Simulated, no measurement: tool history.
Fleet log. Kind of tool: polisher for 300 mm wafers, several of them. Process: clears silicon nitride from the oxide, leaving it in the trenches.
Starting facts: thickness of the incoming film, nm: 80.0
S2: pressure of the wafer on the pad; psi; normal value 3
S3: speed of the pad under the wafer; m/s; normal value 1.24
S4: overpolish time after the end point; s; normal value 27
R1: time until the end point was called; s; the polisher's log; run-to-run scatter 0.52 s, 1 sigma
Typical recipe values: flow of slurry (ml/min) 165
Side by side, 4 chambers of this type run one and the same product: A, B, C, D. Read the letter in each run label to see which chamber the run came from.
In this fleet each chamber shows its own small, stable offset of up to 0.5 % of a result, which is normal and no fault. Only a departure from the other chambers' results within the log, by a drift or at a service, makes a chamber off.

At hour 2.5: chamber C: worn pad replaced by a new one.
Run 1A, hour 4.8: usual settings. Result: R1 64.01 s.
Run 2C, hour 12.8: usual settings. Result: R1 63.44 s.
Run 3B, hour 20.9: usual settings. Result: R1 64.15 s.
At hour 23: chamber B: worn pad replaced by a new one.
At hour 24.5: chamber A: worn pad replaced by a new one.
Run 4D, hour 27.2: usual settings. Result: R1 62.09 s.
Run 5D, hour 36.3: usual settings. Result: R1 63.164 s.
Run 6B, hour 42.6: usual settings. Result: R1 63.148 s.
Run 7C, hour 52.5: usual settings. Result: R1 63.686 s.
Run 8A, hour 62.4: usual settings. Result: R1 64.458 s.
Run 9C, hour 69.2: usual settings. Result: R1 63.985 s.
Run 10D, hour 73.7: usual settings. Result: R1 63.515 s.
Run 11A, hour 83.6: usual settings. Result: R1 63.357 s.
Run 12B, hour 89.7: usual settings. Result: R1 64.279 s.
Run 13B, hour 97.9: usual settings. Result: R1 64.665 s.
At hour 101.8: chamber B: worn pad replaced by a new one.
Run 14D, hour 105.1: usual settings. Result: R1 62.895 s.
Run 15C, hour 112.8: usual settings but S4 14 s. Result: R1 63.504 s.
Run 16A, hour 118.8: usual settings but S4 14 s. Result: R1 63.39 s.
At hour 122.8: chamber A: worn pad replaced by a new one.
Run 17B, hour 126: usual settings but S4 14 s. Result: R1 65.449 s.
At hour 129.2: chamber A: slurry nozzle cleaned.
Run 18A, hour 131.5: usual settings but S4 14 s. Result: R1 63.97 s.
Run 19C, hour 141.1: usual settings. Result: R1 63.903 s.
At hour 143.8: chamber D: worn pad replaced by a new one.
Run 20D, hour 147.4: usual settings. Result: R1 63.675 s.
Run 21D, hour 155.8: usual settings. Result: R1 63.587 s.
Run 22A, hour 163.4: usual settings. Result: R1 64.205 s.
At hour 163.9: chamber C: worn pad replaced by a new one.
Run 23B, hour 167.9: usual settings. Result: R1 66.645 s.
Run 24C, hour 173.9: usual settings. Result: R1 64.033 s.
Run 25D, hour 180.8: usual settings. Result: R1 62.689 s.
At hour 187.5: chamber B: worn pad replaced by a new one.
Run 26B, hour 189: usual settings. Result: R1 66.518 s.
At hour 193.4: chamber C: slurry nozzle cleaned.
Run 27A, hour 197.2: usual settings. Result: R1 63.853 s.
Run 28C, hour 203.7: usual settings but S2 3.8 psi, S3 0.84 m/s. Result: R1 74.063 s.

Is one chamber off against the others, does the gauge drift, or is nothing wrong? If a chamber is off, say which, and what the likeliest cause is.

One chamber, B, drifts off from the rest bit by bit.
Likeliest cause: head's pressure below its setpoint, % = 5.04.
The log may not separate it from: slurry flow missing at the pad, %.

Chamber B could run next with any of the 4 candidate recipes listed below; each alters the usual settings, and their results appear as question marks. Which one brings its results back in line with what the other chambers deliver on the usual settings?
In line means no further than this from the other chambers' mean on the usual settings: R1 1.8 s
Run 29B-1, hour 210.8: usual settings but flow of slurry (ml/min) 170, S3 1.38 m/s. Result: R1 ?.
Run 29B-2, hour 210.8: usual settings but S2 2.9 psi, S3 1.2 m/s. Result: R1 ?.
Run 29B-3, hour 210.8: usual settings but S2 3.1 psi, S3 1.28 m/s. Result: R1 ?.
Run 29B-4, hour 210.8: usual settings but flow of slurry (ml/min) 160, S3 1.1 m/s. Result: R1 ?.

What the other chambers average on the usual settings: R1 63.257 s
  run      R1
29B-1  60.137
29B-2  71.762
29B-3  62.972
29B-4  75.951
It is 29B-3 that realigns the chamber with its peers.
